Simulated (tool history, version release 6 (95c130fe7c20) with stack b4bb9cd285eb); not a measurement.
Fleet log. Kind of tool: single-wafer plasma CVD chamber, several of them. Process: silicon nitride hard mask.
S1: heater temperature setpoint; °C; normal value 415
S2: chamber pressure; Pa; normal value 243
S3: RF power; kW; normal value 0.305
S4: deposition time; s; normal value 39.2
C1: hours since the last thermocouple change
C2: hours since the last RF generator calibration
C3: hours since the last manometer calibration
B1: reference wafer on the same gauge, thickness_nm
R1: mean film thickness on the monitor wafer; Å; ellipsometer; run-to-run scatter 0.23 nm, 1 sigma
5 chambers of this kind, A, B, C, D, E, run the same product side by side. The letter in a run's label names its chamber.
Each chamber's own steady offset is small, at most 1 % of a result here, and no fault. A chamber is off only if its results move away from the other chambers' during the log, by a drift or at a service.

{"run": "1B", "hour": 3.3, "S1": 415, "S2": 243, "S3": 0.305, "S4": 39.2, "C1": 1617.7, "C2": 76.3, "C3": 1344.7, "B1": 38.809, "R1": 462.35}
{"run": "2D", "hour": 7.7, "S1": 415, "S2": 243, "S3": 0.305, "S4": 39.2, "C1": 1251.6, "C2": 998.6, "C3": 451.2, "B1": 38.817, "R1": 478.34}
{"run": "3A", "hour": 12.8, "S1": 415, "S2": 243, "S3": 0.305, "S4": 39.2, "C1": 126.3, "C2": 784.8, "C3": 997.5, "B1": 38.771, "R1": 472.37}
{"run": "4E", "hour": 15.9, "S1": 415, "S2": 243, "S3": 0.305, "S4": 39.2, "C1": 2175.4, "C2": 725.2, "C3": 1190.2, "B1": 38.818, "R1": 473.05}
{"run": "5C", "hour": 20.0, "S1": 415, "S2": 243, "S3": 0.26, "S4": 36.1, "C1": 306.4, "C2": 1813.3, "C3": 411.6, "B1": 38.866, "R1": 389.72}
{"run": "6C", "hour": 24.6, "S1": 415, "S2": 243, "S3": 0.26, "S4": 36.1, "C1": 311, "C2": 1817.9, "C3": 416.2, "B1": 38.784, "R1": 388.88}
{"run": "7A", "hour": 26.9, "S1": 415, "S2": 243, "S3": 0.26, "S4": 36.1, "C1": 140.4, "C2": 798.9, "C3": 1011.6, "B1": 38.793, "R1": 388.56}
{"run": "8B", "hour": 31.2, "S1": 415, "S2": 243, "S3": 0.26, "S4": 36.1, "C1": 1645.6, "C2": 104.2, "C3": 1372.6, "B1": 38.734, "R1": 384.09}
{"run": "9D", "hour": 35.8, "S1": 415, "S2": 243, "S3": 0.26, "S4": 36.1, "C1": 1279.7, "C2": 1026.7, "C3": 479.3, "B1": 38.75, "R1": 395.65}
{"run": "10E", "hour": 40.7, "S1": 415, "S2": 243, "S3": 0.28, "S4": 31.9, "C1": 2200.2, "C2": 750, "C3": 1215, "B1": 38.763, "R1": 366}
{"hour": 41.7, "done": "chamber D: thermocouple changed; heater temperature recalibrated"}
{"run": "11B", "hour": 45.1, "S1": 415, "S2": 243, "S3": 0.28, "S4": 31.9, "C1": 1659.5, "C2": 118.1, "C3": 1386.5, "B1": 38.844, "R1": 355.83}
{"run": "12D", "hour": 49.4, "S1": 415, "S2": 243, "S3": 0.28, "S4": 31.9, "C1": 7.8, "C2": 1040.3, "C3": 492.9, "B1": 38.818, "R1": 364.43}
{"run": "13A", "hour": 54.3, "S1": 415, "S2": 243, "S3": 0.28, "S4": 31.9, "C1": 167.8, "C2": 826.3, "C3": 1039, "B1": 38.835, "R1": 360.16}
{"run": "14E", "hour": 57.9, "S1": 415, "S2": 243, "S3": 0.28, "S4": 31.9, "C1": 2217.4, "C2": 767.2, "C3": 1232.2, "B1": 38.761, "R1": 363.55}
{"run": "15C", "hour": 62.8, "S1": 415, "S2": 243, "S3": 0.305, "S4": 39.2, "C1": 349.2, "C2": 1856.1, "C3": 454.4, "B1": 38.772, "R1": 473.33}
{"run": "16A", "hour": 65.2, "S1": 415, "S2": 243, "S3": 0.305, "S4": 39.2, "C1": 178.7, "C2": 837.2, "C3": 1049.9, "B1": 38.818, "R1": 476.88}
{"run": "17E", "hour": 68.1, "S1": 415, "S2": 243, "S3": 0.305, "S4": 39.2, "C1": 2227.6, "C2": 777.4, "C3": 1242.4, "B1": 38.846, "R1": 469.16}
{"run": "18B", "hour": 72.7, "S1": 415, "S2": 243, "S3": 0.305, "S4": 39.2, "C1": 1687.1, "C2": 145.7, "C3": 1414.1, "B1": 38.864, "R1": 464.52}
{"run": "19D", "hour": 77.8, "S1": 429, "S2": 243, "S3": 0.305, "S4": 39.2, "C1": 36.2, "C2": 1068.7, "C3": 521.3, "B1": 38.809, "R1": 473.33}
{"run": "20C", "hour": 81.5, "S1": 429, "S2": 243, "S3": 0.305, "S4": 39.2, "C1": 367.9, "C2": 1874.8, "C3": 473.1, "B1": 38.798, "R1": 468.54}
{"run": "21E", "hour": 84.4, "S1": 429, "S2": 243, "S3": 0.305, "S4": 39.2, "C1": 2243.9, "C2": 793.7, "C3": 1258.7, "B1": 38.734, "R1": 468.21}
{"run": "22D", "hour": 87.6, "S1": 429, "S2": 243, "S3": 0.305, "S4": 39.2, "C1": 46, "C2": 1078.5, "C3": 531.1, "B1": 38.828, "R1": 470.02}
{"run": "23B", "hour": 90.5, "S1": 429, "S2": 243, "S3": 0.305, "S4": 39.2, "C1": 1704.9, "C2": 163.5, "C3": 1431.9, "B1": 38.775, "R1": 461.86}
{"run": "24C", "hour": 95.7, "S1": 415, "S2": 243, "S3": 0.305, "S4": 39.2, "C1": 382.1, "C2": 1889, "C3": 487.3, "B1": 38.818, "R1": 472.18}
{"run": "25A", "hour": 100.7, "S1": 415, "S2": 243, "S3": 0.305, "S4": 39.2, "C1": 214.2, "C2": 872.7, "C3": 1085.4, "B1": 38.789, "R1": 472.83}
{"run": "26B", "hour": 105.6, "S1": 415, "S2": 243, "S3": 0.305, "S4": 39.2, "C1": 1720, "C2": 178.6, "C3": 1447, "B1": 38.843, "R1": 468.22}
{"run": "27C", "hour": 110.4, "S1": 415, "S2": 293, "S3": 0.355, "S4": 39.2, "C1": 396.8, "C2": 1903.7, "C3": 502, "B1": 38.787, "R1": 544.25}
{"run": "28D", "hour": 112.8, "S1": 415, "S2": 293, "S3": 0.355, "S4": 39.2, "C1": 71.2, "C2": 1103.7, "C3": 556.3, "B1": 38.783, "R1": 552.32}
{"run": "29A", "hour": 115.7, "S1": 415, "S2": 293, "S3": 0.355, "S4": 39.2, "C1": 229.2, "C2": 887.7, "C3": 1100.4, "B1": 38.759, "R1": 549.86}
{"run": "30E", "hour": 119.2, "S1": 415, "S2": 293, "S3": 0.355, "S4": 39.2, "C1": 2278.7, "C2": 828.5, "C3": 1293.5, "B1": 38.813, "R1": 553.7}
{"run": "31B", "hour": 123.0, "S1": 415, "S2": 293, "S3": 0.355, "S4": 39.2, "C1": 1737.4, "C2": 196, "C3": 1464.4, "B1": 38.805, "R1": 541.25}
{"run": "32D", "hour": 127.0, "S1": 415, "S2": 243, "S3": 0.305, "S4": 39.2, "C1": 85.4, "C2": 1117.9, "C3": 570.5, "B1": 38.84, "R1": 474.91}
{"run": "33E", "hour": 130.9, "S1": 415, "S2": 243, "S3": 0.305, "S4": 39.2, "C1": 2290.4, "C2": 840.2, "C3": 1305.2, "B1": 38.818, "R1": 476.6}
{"run": "34C", "hour": 134.2, "S1": 415, "S2": 243, "S3": 0.305, "S4": 39.2, "C1": 420.6, "C2": 1927.5, "C3": 525.8, "B1": 38.874, "R1": 469.91}
{"run": "35A", "hour": 138.6, "S1": 415, "S2": 243, "S3": 0.305, "S4": 39.2, "C1": 252.1, "C2": 910.6, "C3": 1123.3, "B1": 38.761, "R1": 470.4}
{"run": "36B", "hour": 141.9, "S1": 415, "S2": 243, "S3": 0.305, "S4": 39.2, "C1": 1756.3, "C2": 214.9, "C3": 1483.3, "B1": 38.771, "R1": 460.87}
{"run": "37E", "hour": 146.3, "S1": 415, "S2": 243, "S3": 0.305, "S4": 39.2, "C1": 2305.8, "C2": 855.6, "C3": 1320.6, "B1": 38.826, "R1": 473.1}
{"run": "38C", "hour": 150.2, "S1": 415, "S2": 243, "S3": 0.305, "S4": 39.2, "C1": 436.6, "C2": 1943.5, "C3": 541.8, "B1": 38.786, "R1": 471.88}
{"run": "39D", "hour": 153.8, "S1": 415, "S2": 243, "S3": 0.305, "S4": 39.2, "C1": 112.2, "C2": 1144.7, "C3": 597.3, "B1": 38.828, "R1": 475.94}
{"run": "40A", "hour": 156.3, "S1": 415, "S2": 243, "S3": 0.305, "S4": 39.2, "C1": 269.8, "C2": 928.3, "C3": 1141, "B1": 38.763, "R1": 470.51}
{"run": "41D", "hour": 158.8, "S1": 415, "S2": 243, "S3": 0.305, "S4": 39.2, "C1": 117.2, "C2": 1149.7, "C3": 602.3, "B1": 38.786, "R1": 473.16}

Has any chamber moved away from the others, gradually or after a service, or does the common gauge drift, or do the chambers differ only by their own small steady offsets? State the chamber and the most likely cause if one applies.

Neither any chamber nor the gauge drifts; the chambers differ only by their own small, steady offsets.
